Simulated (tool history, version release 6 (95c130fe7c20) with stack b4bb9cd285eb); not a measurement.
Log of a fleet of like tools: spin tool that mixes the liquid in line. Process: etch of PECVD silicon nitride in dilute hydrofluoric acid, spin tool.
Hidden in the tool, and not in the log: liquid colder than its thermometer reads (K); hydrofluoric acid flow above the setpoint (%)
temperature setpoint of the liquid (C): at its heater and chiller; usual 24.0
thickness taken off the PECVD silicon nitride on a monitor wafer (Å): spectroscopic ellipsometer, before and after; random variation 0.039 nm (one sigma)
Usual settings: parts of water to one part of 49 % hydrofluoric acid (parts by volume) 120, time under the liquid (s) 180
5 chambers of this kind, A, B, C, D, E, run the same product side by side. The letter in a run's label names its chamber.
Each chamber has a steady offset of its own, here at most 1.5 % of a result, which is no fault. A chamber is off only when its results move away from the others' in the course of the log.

run,hour,temperature setpoint of the liquid (C),parts of water to one part of 49 % hydrofluoric acid (parts by volume),time under the liquid (s),hours since the thermometer was replaced,hours since the hydrofluoric acid flow meter was replaced,"read-back film thickness of the PECVD silicon nitride reference wafer, read on the same gauge (nm)",thickness taken off the PECVD silicon nitride on a monitor wafer (Å)
1E,2.6,24.0,120,180,588.4,149.1,110.00,41.158
2D,5.9,24.0,120,180,1134.4,802.3,109.95,41.632
3C,9.5,24.0,120,180,971.0,50.0,109.94,41.523
4A,13.1,24.0,120,180,721.0,702.0,110.05,41.811
5B,16.8,24.0,120,180,676.4,827.6,110.01,41.520
# hour 19.5: chamber E: thermometer replaced
6C,20.6,24.0,120,180,982.1,61.1,109.99,41.066
7E,23.8,24.0,120,180,4.4,170.3,110.03,41.073
8A,25.9,24.0,120,180,733.8,714.8,110.00,41.841
9B,29.9,24.0,120,180,689.5,840.7,110.00,41.575
10D,32.1,24.0,120,180,1160.6,828.5,110.01,41.061
11A,34.5,24.0,120,180,742.4,723.4,109.99,42.098
12D,38.3,24.0,120,180,1166.8,834.7,110.00,41.544
13B,41.8,20.0,120,180,701.4,852.6,109.98,31.400
14E,43.6,20.0,120,180,24.2,190.1,110.00,31.719
15C,46.0,20.0,120,180,1007.5,86.5,109.96,31.948
16D,48.2,20.0,120,180,1176.7,844.6,110.02,31.692
17B,50.6,20.0,120,180,710.2,861.4,110.00,31.958
18A,54.2,24.0,120,180,762.1,743.1,110.01,41.997
19C,58.0,28.0,120,230,1019.5,98.5,109.98,66.993
20E,60.1,28.0,120,230,40.7,206.6,110.00,68.010
21D,64.0,28.0,120,230,1192.5,860.4,110.02,68.279
22A,67.5,28.0,120,230,775.4,756.4,109.98,69.231
23B,70.4,28.0,120,230,730.0,881.2,110.01,68.481
24E,74.2,24.0,120,180,54.8,220.7,110.00,41.357
25C,76.7,24.0,120,265,1038.2,117.2,110.00,60.258
# hour 79.3: chamber A: thermometer replaced
26C,80.8,24.0,120,265,1042.3,121.3,110.00,60.803
27D,83.4,24.0,120,265,1211.9,879.8,109.99,60.687
28B,86.5,24.0,120,265,746.1,897.3,110.01,61.819
29E,89.6,24.0,120,265,70.2,236.1,110.00,60.032
30A,92.6,24.0,120,180,13.3,781.5,109.98,41.640
31E,96.3,24.0,120,180,76.9,242.8,110.02,40.542
32B,100.5,24.0,120,180,760.1,911.3,109.98,41.688
33C,103.3,25.5,120,135,1064.8,143.8,109.99,34.066
34D,106.5,25.5,120,135,1235.0,902.9,110.00,34.242

All 5 chambers run these settings next. Forecast each chamber's results:
35A,109.5,24.0,120,180,,,,?
35B,109.5,24.0,120,180,,,,?
35C,109.5,24.0,120,180,,,,?
35D,109.5,24.0,120,180,,,,?
35E,109.5,24.0,120,180,,,,?

run,thickness taken off the PECVD silicon nitride on a monitor wafer (Å)
35A,42.361
35B,41.493
35C,41.219
35D,41.528
35E,41.234

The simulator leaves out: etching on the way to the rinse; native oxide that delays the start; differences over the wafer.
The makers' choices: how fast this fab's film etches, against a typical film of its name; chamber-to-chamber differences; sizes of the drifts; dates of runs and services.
